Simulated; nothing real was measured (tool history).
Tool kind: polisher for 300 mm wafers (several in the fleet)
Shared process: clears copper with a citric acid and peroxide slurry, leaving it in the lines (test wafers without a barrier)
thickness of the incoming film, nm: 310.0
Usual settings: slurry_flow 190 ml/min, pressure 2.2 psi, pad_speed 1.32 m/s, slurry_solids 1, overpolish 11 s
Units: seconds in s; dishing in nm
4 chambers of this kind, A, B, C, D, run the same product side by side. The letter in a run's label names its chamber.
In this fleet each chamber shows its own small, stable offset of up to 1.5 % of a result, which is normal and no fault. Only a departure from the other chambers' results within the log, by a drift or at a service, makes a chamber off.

-- hour=0.1 chamber B: head pressure recalibrated
-- hour=1.7 chamber A: worn pad replaced by a new one
run 1D hour=7.1 | slurry_flow=190 pressure=2.2 pad_speed=1.32 slurry_solids=1 overpolish=11 | seconds=146.47 dishing=16.493
-- hour=10 chamber B: worn pad replaced by a new one
run 2C hour=18.1 | slurry_flow=190 pressure=2.2 pad_speed=1.32 slurry_solids=1 overpolish=11 | seconds=144.75 dishing=16.911
run 3B hour=28.5 | slurry_flow=190 pressure=2.2 pad_speed=1.32 slurry_solids=1 overpolish=11 | seconds=147.23 dishing=16.125
run 4A hour=37.2 | slurry_flow=190 pressure=2.2 pad_speed=1.32 slurry_solids=1 overpolish=11 | seconds=143.35 dishing=16.295
run 5B hour=46.8 | slurry_flow=220 pressure=2.2 pad_speed=1.32 slurry_solids=1 overpolish=11 | seconds=145.94 dishing=16.511
run 6D hour=53.1 | slurry_flow=220 pressure=2.2 pad_speed=1.32 slurry_solids=1 overpolish=11 | seconds=146.43 dishing=17.023
run 7C hour=59.4 | slurry_flow=220 pressure=2.2 pad_speed=1.32 slurry_solids=1 overpolish=11 | seconds=143.28 dishing=16.798
-- hour=62.8 chamber C: worn pad replaced by a new one
run 8A hour=64.7 | slurry_flow=220 pressure=2.2 pad_speed=1.32 slurry_solids=1 overpolish=11 | seconds=144.5 dishing=17.184
run 9D hour=73.8 | slurry_flow=190 pressure=2.2 pad_speed=1.32 slurry_solids=1 overpolish=11 | seconds=147.17 dishing=16.955
-- hour=82.2 chamber B: worn pad replaced by a new one
run 10B hour=84 | slurry_flow=190 pressure=2.2 pad_speed=0.9 slurry_solids=1.15 overpolish=11 | seconds=202.88 dishing=11.808
run 11A hour=89.2 | slurry_flow=190 pressure=2.2 pad_speed=0.9 slurry_solids=1.15 overpolish=11 | seconds=212.57 dishing=11.929
run 12C hour=97.2 | slurry_flow=190 pressure=2.2 pad_speed=0.9 slurry_solids=1.15 overpolish=11 | seconds=211.7 dishing=12.201
run 13C hour=105.2 | slurry_flow=190 pressure=2.2 pad_speed=0.9 slurry_solids=1.15 overpolish=11 | seconds=206.47 dishing=12.147
run 14D hour=114.5 | slurry_flow=190 pressure=2.2 pad_speed=1.32 slurry_solids=1 overpolish=11 | seconds=151.67 dishing=16.273
run 15B hour=120.8 | slurry_flow=190 pressure=2.2 pad_speed=1.32 slurry_solids=1 overpolish=11 | seconds=143.76 dishing=16.4
-- hour=122.9 chamber B: slurry blender recalibrated
run 16A hour=128.8 | slurry_flow=190 pressure=2.2 pad_speed=1.32 slurry_solids=1 overpolish=14 | seconds=148.77 dishing=20.626
run 17B hour=140 | slurry_flow=190 pressure=2.2 pad_speed=1.32 slurry_solids=1 overpolish=14 | seconds=148.83 dishing=20.403
run 18D hour=146.7 | slurry_flow=190 pressure=2.2 pad_speed=1.32 slurry_solids=1 overpolish=14 | seconds=153.99 dishing=20.573
-- hour=155.8 chamber C: slurry nozzle cleaned
run 19C hour=156 | slurry_flow=190 pressure=2.2 pad_speed=1.32 slurry_solids=1 overpolish=14 | seconds=148.81 dishing=20.461
-- hour=157.2 chamber D: worn pad replaced by a new one
run 20A hour=162.7 | slurry_flow=190 pressure=2.2 pad_speed=1.32 slurry_solids=1 overpolish=11 | seconds=145.05 dishing=16.635
-- hour=165.3 chamber B: worn pad replaced by a new one
-- hour=168.2 chamber C: worn pad replaced by a new one
run 21B hour=173.6 | slurry_flow=190 pressure=2.2 pad_speed=1.32 slurry_solids=1 overpolish=11 | seconds=147.65 dishing=16.715
-- hour=180.5 chamber A: worn pad replaced by a new one
run 22A hour=181.6 | slurry_flow=190 pressure=2.2 pad_speed=1.32 slurry_solids=1 overpolish=11 | seconds=146.07 dishing=16.797
run 23D hour=189.7 | slurry_flow=190 pressure=2.2 pad_speed=1.32 slurry_solids=1 overpolish=11 | seconds=154.73 dishing=16.122
run 24C hour=194.5 | slurry_flow=190 pressure=2.2 pad_speed=1.32 slurry_solids=1 overpolish=11 | seconds=147.95 dishing=16.691
run 25D hour=201.3 | slurry_flow=190 pressure=2.2 pad_speed=1.32 slurry_solids=1.2 overpolish=11 | seconds=150.68 dishing=16.793
run 26B hour=206.2 | slurry_flow=190 pressure=2.2 pad_speed=1.32 slurry_solids=1.2 overpolish=11 | seconds=142.68 dishing=17.657
run 27C hour=211.2 | slurry_flow=190 pressure=2.2 pad_speed=1.32 slurry_solids=1.2 overpolish=11 | seconds=142.39 dishing=17.062
run 28A hour=219 | slurry_flow=190 pressure=2.2 pad_speed=1.32 slurry_solids=1.2 overpolish=11 | seconds=142.01 dishing=16.615
run 29A hour=224.1 | slurry_flow=190 pressure=2.2 pad_speed=1.32 slurry_solids=1 overpolish=11 | seconds=149.98 dishing=16.994
run 30C hour=233.6 | slurry_flow=190 pressure=2.7 pad_speed=1.32 slurry_solids=0.9 overpolish=11 | seconds=121.12 dishing=20.027
-- hour=235.9 chamber B: worn pad replaced by a new one
run 31B hour=239.9 | slurry_flow=190 pressure=2.7 pad_speed=1.32 slurry_solids=0.9 overpolish=11 | seconds=121.78 dishing=19.483
run 32D hour=247.8 | slurry_flow=190 pressure=2.7 pad_speed=1.32 slurry_solids=0.9 overpolish=11 | seconds=137.24 dishing=18.314
run 33B hour=259 | slurry_flow=190 pressure=2.7 pad_speed=1.32 slurry_solids=0.9 overpolish=11 | seconds=121.27 dishing=19.956

What goes on in this fleet: one chamber off, a drifting gauge, or nothing beyond the chambers' own small offsets? Name the chamber and the cause, if any.

One chamber, D, drifts off from the rest bit by bit.
What lies behind it: abrasive missing from the slurry, % = 36.2.
The log might look much the same if the cause were instead: slurry flow missing at the pad, %; head's pressure below its setpoint, %.

Below are 4 candidate recipes for chamber D's next run, each the usual settings with a change, their results shown as question marks. Which of them brings D's results back in line with what the other chambers give on the usual settings?
Allowed miss from the other chambers' usual-settings mean, per result, to count as in line: seconds 6.1 s; dishing 0.95 nm
run 34D-1 hour=267 | slurry_flow=190 pressure=2.3 pad_speed=1.4 slurry_solids=1 overpolish=11 | seconds=? dishing=?
run 34D-2 hour=267 | slurry_flow=190 pressure=2.2 pad_speed=1.3 slurry_solids=1 overpolish=11 | seconds=? dishing=?
run 34D-3 hour=267 | slurry_flow=190 pressure=2.1 pad_speed=1.26 slurry_solids=1 overpolish=11 | seconds=? dishing=?
run 34D-4 hour=267 | slurry_flow=190 pressure=2.2 pad_speed=1.34 slurry_solids=1 overpolish=11 | seconds=? dishing=?

The other chambers' mean on the usual settings: seconds 146.91 s; dishing 16.553 nm
run=34D-1 seconds=147.01 dishing=16.841
run=34D-2 seconds=164.89 dishing=15.168
run=34D-3 seconds=177.71 dishing=14.153
run=34D-4 seconds=160.11 dishing=15.577
It is 34D-1 that realigns the chamber with its peers.
